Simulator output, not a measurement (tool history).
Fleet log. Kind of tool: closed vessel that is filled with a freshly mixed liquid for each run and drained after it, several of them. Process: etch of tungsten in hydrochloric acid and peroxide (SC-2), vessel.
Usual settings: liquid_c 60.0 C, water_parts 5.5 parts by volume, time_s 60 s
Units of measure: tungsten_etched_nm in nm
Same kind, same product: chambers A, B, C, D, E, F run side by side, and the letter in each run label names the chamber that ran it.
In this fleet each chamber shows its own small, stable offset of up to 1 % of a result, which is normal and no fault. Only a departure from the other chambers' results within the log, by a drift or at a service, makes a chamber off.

| run | hour | liquid_c | water_parts | time_s | read-back film thickness of the tungsten reference wafer, read on the same gauge (nm) | tungsten_etched_nm |
|---|---|---|---|---|---|---|
|  | 0.9 | chamber F: thermometer replaced |
| 1F | 6.4 | 60.0 | 5.5 | 60 | 150.00 | 46.143 |
| 2B | 16.0 | 60.0 | 5.5 | 60 | 149.99 | 45.026 |
| 3A | 22.6 | 60.0 | 5.5 | 60 | 150.00 | 45.550 |
| 4E | 31.1 | 60.0 | 5.5 | 60 | 150.00 | 45.642 |
| 5C | 38.6 | 60.0 | 5.5 | 60 | 150.01 | 46.215 |
|  | 40.8 | chamber A: chemicals flow meter replaced |
| 6D | 45.2 | 63.5 | 5.5 | 40 | 150.00 | 37.286 |
| 7A | 56.5 | 63.5 | 5.5 | 40 | 150.00 | 37.160 |
| 8D | 62.8 | 63.5 | 5.5 | 40 | 150.00 | 37.268 |
| 9C | 72.9 | 63.5 | 5.5 | 40 | 150.00 | 38.117 |
| 10F | 83.4 | 63.5 | 5.5 | 40 | 150.00 | 37.729 |
| 11E | 93.3 | 63.5 | 5.5 | 40 | 149.99 | 37.319 |
| 12B | 105.9 | 60.0 | 5.5 | 60 | 150.00 | 45.504 |
| 13A | 117.4 | 60.0 | 5.5 | 60 | 150.00 | 44.381 |
| 14E | 127.1 | 60.0 | 4.0 | 60 | 150.01 | 57.329 |
| 15B | 138.8 | 60.0 | 4.0 | 60 | 149.99 | 55.481 |
| 16C | 151.4 | 60.0 | 4.0 | 60 | 149.99 | 56.691 |
|  | 157.8 | chamber E: thermometer replaced |
| 17F | 161.6 | 60.0 | 4.0 | 60 | 150.00 | 55.986 |
| 18D | 170.2 | 60.0 | 4.0 | 60 | 150.00 | 57.381 |
| 19E | 177.2 | 60.0 | 4.0 | 60 | 150.00 | 57.358 |
| 20F | 183.7 | 60.0 | 5.5 | 60 | 149.99 | 45.223 |
|  | 186.6 | chamber B: chemicals flow meter replaced |
| 21B | 195.3 | 60.0 | 5.5 | 60 | 150.00 | 45.006 |
| 22C | 201.4 | 60.0 | 5.5 | 60 | 150.00 | 45.645 |
|  | 203.2 | chamber D: new drum of peroxide connected |
| 23A | 214.1 | 60.0 | 5.5 | 60 | 150.01 | 45.384 |
| 24D | 227.0 | 60.0 | 5.5 | 60 | 150.00 | 45.199 |
| 25A | 238.3 | 60.0 | 5.5 | 60 | 149.98 | 44.997 |
|  | 240.1 | chamber D: thermometer replaced |
| 26B | 250.5 | 60.0 | 5.5 | 60 | 150.01 | 45.436 |
| 27E | 264.6 | 60.0 | 5.5 | 60 | 150.01 | 45.328 |
|  | 267.7 | chamber B: new drum of peroxide connected |
| 28C | 273.2 | 60.0 | 5.5 | 60 | 149.97 | 44.326 |
| 29F | 281.7 | 60.0 | 5.5 | 60 | 150.01 | 45.267 |
|  | 292.9 | chamber C: new drum of peroxide connected |
| 30D | 294.7 | 60.0 | 4.0 | 60 | 149.98 | 56.479 |
| 31D | 305.2 | 60.0 | 4.0 | 60 | 149.98 | 56.787 |
| 32B | 318.9 | 60.0 | 4.0 | 60 | 149.99 | 56.802 |
| 33F | 325.1 | 60.0 | 4.0 | 60 | 150.00 | 55.988 |
| 34A | 331.3 | 60.0 | 4.0 | 60 | 150.02 | 56.073 |
| 35C | 343.3 | 60.0 | 4.0 | 60 | 149.99 | 55.044 |
| 36E | 349.5 | 60.0 | 7.5 | 60 | 149.99 | 35.729 |
| 37E | 359.2 | 60.0 | 7.5 | 60 | 150.01 | 35.478 |

All 6 chambers run these settings next. Forecast each chamber's results:
| 38A | 369.4 | 60.0 | 5.5 | 60 |  | ? |
| 38B | 369.4 | 60.0 | 5.5 | 60 |  | ? |
| 38C | 369.4 | 60.0 | 5.5 | 60 |  | ? |
| 38D | 369.4 | 60.0 | 5.5 | 60 |  | ? |
| 38E | 369.4 | 60.0 | 5.5 | 60 |  | ? |
| 38F | 369.4 | 60.0 | 5.5 | 60 |  | ? |

| run | tungsten_etched_nm |
|---|---|
| 38A | 46.215 |
| 38B | 45.362 |
| 38C | 43.615 |
| 38D | 45.032 |
| 38E | 45.743 |
| 38F | 45.390 |

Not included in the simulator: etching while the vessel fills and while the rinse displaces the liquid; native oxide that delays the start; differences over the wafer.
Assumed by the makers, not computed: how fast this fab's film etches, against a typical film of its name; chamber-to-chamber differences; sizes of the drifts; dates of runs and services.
